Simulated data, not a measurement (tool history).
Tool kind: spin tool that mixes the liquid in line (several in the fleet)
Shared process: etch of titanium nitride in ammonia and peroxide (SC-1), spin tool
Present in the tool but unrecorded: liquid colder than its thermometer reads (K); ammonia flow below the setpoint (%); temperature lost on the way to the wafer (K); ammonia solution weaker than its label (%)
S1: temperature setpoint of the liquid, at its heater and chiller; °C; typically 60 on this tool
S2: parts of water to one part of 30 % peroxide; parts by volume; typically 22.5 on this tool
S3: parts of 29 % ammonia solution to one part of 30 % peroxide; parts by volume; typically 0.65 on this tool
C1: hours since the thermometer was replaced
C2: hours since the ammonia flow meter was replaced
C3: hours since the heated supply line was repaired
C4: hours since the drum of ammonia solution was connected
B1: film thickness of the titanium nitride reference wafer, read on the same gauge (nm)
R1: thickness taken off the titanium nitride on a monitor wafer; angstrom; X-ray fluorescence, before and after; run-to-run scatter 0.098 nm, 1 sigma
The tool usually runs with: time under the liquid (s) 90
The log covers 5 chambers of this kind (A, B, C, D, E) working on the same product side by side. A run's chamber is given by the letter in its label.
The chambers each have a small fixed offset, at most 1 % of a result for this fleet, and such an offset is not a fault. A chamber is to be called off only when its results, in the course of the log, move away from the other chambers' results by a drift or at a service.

run 1C hour=5.9 | S1=60 S2=22.5 S3=0.65 time_under_the_liquid_(s)=90 | C1=1845.1 C2=663.3 C3=418 C4=367.3 | B1=99.996 | R1=122.67
run 2E hour=14.1 | S1=60 S2=22.5 S3=0.65 time_under_the_liquid_(s)=90 | C1=1235.9 C2=1120 C3=1133.4 C4=206.8 | B1=100.01 | R1=121.84
run 3D hour=23.9 | S1=60 S2=22.5 S3=0.65 time_under_the_liquid_(s)=90 | C1=1033.8 C2=214.2 C3=2222.5 C4=207.9 | B1=99.988 | R1=123.2
-- hour=25 chamber E: thermometer replaced
-- hour=30.5 chamber C: new drum of ammonia solution connected
run 4A hour=32.2 | S1=60 S2=22.5 S3=0.65 time_under_the_liquid_(s)=90 | C1=1197.1 C2=41.5 C3=2140.7 C4=76 | B1=100 | R1=123.21
run 5B hour=41.6 | S1=60 S2=22.5 S3=0.65 time_under_the_liquid_(s)=90 | C1=414.5 C2=165.6 C3=609.1 C4=122.5 | B1=99.993 | R1=122.5
run 6A hour=51.7 | S1=60 S2=22.5 S3=0.65 time_under_the_liquid_(s)=90 | C1=1216.6 C2=61 C3=2160.2 C4=95.5 | B1=100.01 | R1=122.67
run 7B hour=57.8 | S1=60 S2=22.5 S3=0.65 time_under_the_liquid_(s)=90 | C1=430.7 C2=181.8 C3=625.3 C4=138.7 | B1=100 | R1=121.76
run 8E hour=64 | S1=60 S2=17.5 S3=0.65 time_under_the_liquid_(s)=90 | C1=39 C2=1169.9 C3=1183.3 C4=256.7 | B1=99.998 | R1=141.01
run 9D hour=73 | S1=60 S2=17.5 S3=0.65 time_under_the_liquid_(s)=90 | C1=1082.9 C2=263.3 C3=2271.6 C4=257 | B1=99.983 | R1=139.45
run 10C hour=83 | S1=60 S2=17.5 S3=0.65 time_under_the_liquid_(s)=90 | C1=1922.2 C2=740.4 C3=495.1 C4=52.6 | B1=100.01 | R1=140.58
run 11B hour=92.3 | S1=60 S2=17.5 S3=0.65 time_under_the_liquid_(s)=90 | C1=465.2 C2=216.3 C3=659.8 C4=173.2 | B1=99.992 | R1=141.37
run 12E hour=102.2 | S1=60 S2=17.5 S3=0.65 time_under_the_liquid_(s)=90 | C1=77.2 C2=1208.1 C3=1221.5 C4=294.9 | B1=100.01 | R1=139.89
run 13D hour=107.3 | S1=60 S2=22.5 S3=0.65 time_under_the_liquid_(s)=90 | C1=1117.2 C2=297.6 C3=2305.9 C4=291.3 | B1=100.01 | R1=122.69
run 14A hour=115.6 | S1=60 S2=22.5 S3=0.55 time_under_the_liquid_(s)=90 | C1=1280.5 C2=124.9 C3=2224.1 C4=159.4 | B1=100.03 | R1=119.08
run 15C hour=122.3 | S1=60 S2=22.5 S3=0.55 time_under_the_liquid_(s)=90 | C1=1961.5 C2=779.7 C3=534.4 C4=91.9 | B1=99.987 | R1=118.27
run 16A hour=129 | S1=60 S2=22.5 S3=0.55 time_under_the_liquid_(s)=90 | C1=1293.9 C2=138.3 C3=2237.5 C4=172.8 | B1=99.961 | R1=121.6
run 17C hour=136.2 | S1=60 S2=22.5 S3=0.55 time_under_the_liquid_(s)=90 | C1=1975.4 C2=793.6 C3=548.3 C4=105.8 | B1=99.977 | R1=119.26
run 18D hour=142 | S1=60 S2=22.5 S3=0.55 time_under_the_liquid_(s)=90 | C1=1151.9 C2=332.3 C3=2340.6 C4=326 | B1=99.998 | R1=119.19
run 19E hour=149.1 | S1=60 S2=22.5 S3=0.65 time_under_the_liquid_(s)=90 | C1=124.1 C2=1255 C3=1268.4 C4=341.8 | B1=99.986 | R1=121.95
run 20B hour=154.3 | S1=60 S2=22.5 S3=0.65 time_under_the_liquid_(s)=90 | C1=527.2 C2=278.3 C3=721.8 C4=235.2 | B1=100.01 | R1=120.73
run 21B hour=164.1 | S1=60 S2=16 S3=0.65 time_under_the_liquid_(s)=70 | C1=537 C2=288.1 C3=731.6 C4=245 | B1=100.01 | R1=114.65
run 22C hour=171.6 | S1=60 S2=16 S3=0.65 time_under_the_liquid_(s)=70 | C1=2010.8 C2=829 C3=583.7 C4=141.2 | B1=100.01 | R1=113.91
run 23E hour=176 | S1=60 S2=16 S3=0.65 time_under_the_liquid_(s)=70 | C1=151 C2=1281.9 C3=1295.3 C4=368.7 | B1=99.999 | R1=116.49
run 24A hour=182 | S1=60 S2=16 S3=0.65 time_under_the_liquid_(s)=70 | C1=1346.9 C2=191.3 C3=2290.5 C4=225.8 | B1=99.982 | R1=114.16
run 25D hour=188.4 | S1=60 S2=16 S3=0.65 time_under_the_liquid_(s)=70 | C1=1198.3 C2=378.7 C3=2387 C4=372.4 | B1=99.985 | R1=115.7
run 26E hour=195.1 | S1=60 S2=22.5 S3=0.35 time_under_the_liquid_(s)=110 | C1=170.1 C2=1301 C3=1314.4 C4=387.8 | B1=99.991 | R1=132.29
run 27D hour=202.9 | S1=60 S2=22.5 S3=0.35 time_under_the_liquid_(s)=110 | C1=1212.8 C2=393.2 C3=2401.5 C4=386.9 | B1=99.994 | R1=132.04
run 28C hour=212.5 | S1=60 S2=22.5 S3=0.35 time_under_the_liquid_(s)=110 | C1=2051.7 C2=869.9 C3=624.6 C4=182.1 | B1=100.03 | R1=132.26
run 29A hour=220.5 | S1=60 S2=22.5 S3=0.35 time_under_the_liquid_(s)=110 | C1=1385.4 C2=229.8 C3=2329 C4=264.3 | B1=99.983 | R1=132.86
run 30B hour=230.2 | S1=60 S2=22.5 S3=0.35 time_under_the_liquid_(s)=110 | C1=603.1 C2=354.2 C3=797.7 C4=311.1 | B1=100 | R1=133.41
run 31E hour=237 | S1=60 S2=22.5 S3=0.65 time_under_the_liquid_(s)=90 | C1=212 C2=1342.9 C3=1356.3 C4=429.7 | B1=100.02 | R1=123.03
run 32A hour=244.4 | S1=60 S2=13.5 S3=0.65 time_under_the_liquid_(s)=90 | C1=1409.3 C2=253.7 C3=2352.9 C4=288.2 | B1=100 | R1=160.68

Is one chamber out of step, is the gauge drifting, or do the chambers differ by no more than their own small offsets? For an off chamber, give its letter and the likeliest cause.

No chamber stands off beyond its own small offset, and the gauge holds steady.
